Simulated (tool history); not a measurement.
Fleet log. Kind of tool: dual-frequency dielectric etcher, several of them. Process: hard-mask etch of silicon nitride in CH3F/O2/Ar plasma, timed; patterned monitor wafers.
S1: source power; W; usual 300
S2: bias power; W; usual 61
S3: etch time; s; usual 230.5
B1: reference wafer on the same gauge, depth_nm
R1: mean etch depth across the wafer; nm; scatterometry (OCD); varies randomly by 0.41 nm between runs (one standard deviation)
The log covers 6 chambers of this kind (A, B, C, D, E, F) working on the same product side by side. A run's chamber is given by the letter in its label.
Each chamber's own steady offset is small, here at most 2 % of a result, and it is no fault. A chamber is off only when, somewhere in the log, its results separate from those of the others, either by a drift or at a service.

{"run": "1D", "hour": 9.4, "S1": 300, "S2": 61, "S3": 230.5, "B1": 148.92, "R1": 137.18}
{"run": "2C", "hour": 18.4, "S1": 300, "S2": 61, "S3": 230.5, "B1": 149.02, "R1": 139.14}
{"run": "3F", "hour": 23.2, "S1": 300, "S2": 61, "S3": 230.5, "B1": 149.05, "R1": 135.43}
{"hour": 23.4, "done": "chamber B: wet clean of the chamber"}
{"run": "4A", "hour": 33.2, "S1": 300, "S2": 61, "S3": 230.5, "B1": 148.95, "R1": 136.7}
{"hour": 42.0, "done": "chamber C: wet clean of the chamber"}
{"run": "5E", "hour": 42.2, "S1": 300, "S2": 61, "S3": 230.5, "B1": 148.95, "R1": 135.29}
{"run": "6B", "hour": 53.4, "S1": 300, "S2": 61, "S3": 230.5, "B1": 148.86, "R1": 137.25}
{"run": "7E", "hour": 63.9, "S1": 300, "S2": 61, "S3": 230.5, "B1": 148.96, "R1": 136.35}
{"run": "8F", "hour": 74.7, "S1": 340, "S2": 61, "S3": 193.0, "B1": 148.95, "R1": 120.14}
{"run": "9D", "hour": 82.6, "S1": 340, "S2": 61, "S3": 193.0, "B1": 148.95, "R1": 120.18}
{"run": "10A", "hour": 88.6, "S1": 340, "S2": 61, "S3": 193.0, "B1": 148.99, "R1": 120.4}
{"run": "11B", "hour": 95.1, "S1": 340, "S2": 61, "S3": 193.0, "B1": 148.96, "R1": 120.08}
{"run": "12C", "hour": 100.0, "S1": 340, "S2": 61, "S3": 193.0, "B1": 149.07, "R1": 121.3}
{"run": "13A", "hour": 108.2, "S1": 340, "S2": 61, "S3": 193.0, "B1": 149.05, "R1": 121.03}
{"run": "14D", "hour": 116.7, "S1": 300, "S2": 52, "S3": 255.0, "B1": 148.95, "R1": 143.73}
{"run": "15B", "hour": 127.4, "S1": 300, "S2": 52, "S3": 255.0, "B1": 148.92, "R1": 143.71}
{"hour": 134.1, "done": "chamber A: wet clean of the chamber"}
{"run": "16F", "hour": 136.1, "S1": 300, "S2": 52, "S3": 255.0, "B1": 148.95, "R1": 144.62}
{"run": "17C", "hour": 144.2, "S1": 300, "S2": 52, "S3": 255.0, "B1": 149.04, "R1": 146.52}
{"run": "18E", "hour": 149.1, "S1": 300, "S2": 52, "S3": 255.0, "B1": 148.97, "R1": 142.06}
{"run": "19E", "hour": 155.2, "S1": 300, "S2": 52, "S3": 255.0, "B1": 148.95, "R1": 143.05}
{"hour": 157.9, "done": "chamber D: wet clean of the chamber"}
{"run": "20F", "hour": 162.0, "S1": 300, "S2": 61, "S3": 230.5, "B1": 149.15, "R1": 138.58}
{"run": "21B", "hour": 167.9, "S1": 300, "S2": 61, "S3": 230.5, "B1": 149.12, "R1": 136.95}
{"run": "22C", "hour": 173.3, "S1": 300, "S2": 61, "S3": 230.5, "B1": 148.93, "R1": 138.07}
{"run": "23A", "hour": 178.7, "S1": 300, "S2": 61, "S3": 230.5, "B1": 148.89, "R1": 136.41}
{"hour": 182.8, "done": "chamber B: bias power generator calibrated"}
{"run": "24D", "hour": 186.4, "S1": 300, "S2": 61, "S3": 230.5, "B1": 149.05, "R1": 137.03}
{"run": "25A", "hour": 197.3, "S1": 300, "S2": 61, "S3": 230.5, "B1": 149.03, "R1": 137.1}
{"run": "26B", "hour": 208.0, "S1": 300, "S2": 61, "S3": 230.5, "B1": 149.04, "R1": 136.74}
{"run": "27C", "hour": 215.3, "S1": 300, "S2": 61, "S3": 230.5, "B1": 148.93, "R1": 138.97}
{"run": "28E", "hour": 224.2, "S1": 300, "S2": 61, "S3": 230.5, "B1": 149.01, "R1": 136.1}
{"run": "29D", "hour": 234.9, "S1": 300, "S2": 61, "S3": 230.5, "B1": 148.97, "R1": 137.43}
{"hour": 235.4, "done": "chamber E: wet clean of the chamber"}
{"run": "30F", "hour": 240.5, "S1": 300, "S2": 61, "S3": 230.5, "B1": 148.94, "R1": 140.37}
{"run": "31B", "hour": 249.7, "S1": 300, "S2": 61, "S3": 230.5, "B1": 149.08, "R1": 137.42}
{"run": "32E", "hour": 256.8, "S1": 300, "S2": 61, "S3": 230.5, "B1": 149.05, "R1": 136.23}
{"run": "33C", "hour": 264.5, "S1": 300, "S2": 61, "S3": 230.5, "B1": 149.07, "R1": 139.9}
{"run": "34F", "hour": 270.4, "S1": 300, "S2": 61, "S3": 230.5, "B1": 148.89, "R1": 140.91}
{"run": "35A", "hour": 278.0, "S1": 300, "S2": 61, "S3": 230.5, "B1": 148.98, "R1": 137.29}
{"run": "36D", "hour": 285.0, "S1": 300, "S2": 61, "S3": 230.5, "B1": 149.03, "R1": 137.12}
{"run": "37D", "hour": 289.9, "S1": 300, "S2": 61, "S3": 230.5, "B1": 149.03, "R1": 137.27}
{"run": "38F", "hour": 300.5, "S1": 300, "S2": 71, "S3": 191.0, "B1": 148.99, "R1": 123.89}

Next, all 6 chambers run the settings below, one line each with question marks for the results. What does each chamber give?
{"run": "39A", "hour": 308.5, "S1": 300, "S2": 61, "S3": 230.5, "R1": "?"}
{"run": "39B", "hour": 308.5, "S1": 300, "S2": 61, "S3": 230.5, "R1": "?"}
{"run": "39C", "hour": 308.5, "S1": 300, "S2": 61, "S3": 230.5, "R1": "?"}
{"run": "39D", "hour": 308.5, "S1": 300, "S2": 61, "S3": 230.5, "R1": "?"}
{"run": "39E", "hour": 308.5, "S1": 300, "S2": 61, "S3": 230.5, "R1": "?"}
{"run": "39F", "hour": 308.5, "S1": 300, "S2": 61, "S3": 230.5, "R1": "?"}

run=39A R1=137.94
run=39B R1=137.80
run=39C R1=139.27
run=39D R1=137.17
run=39E R1=136.29
run=39F R1=141.47
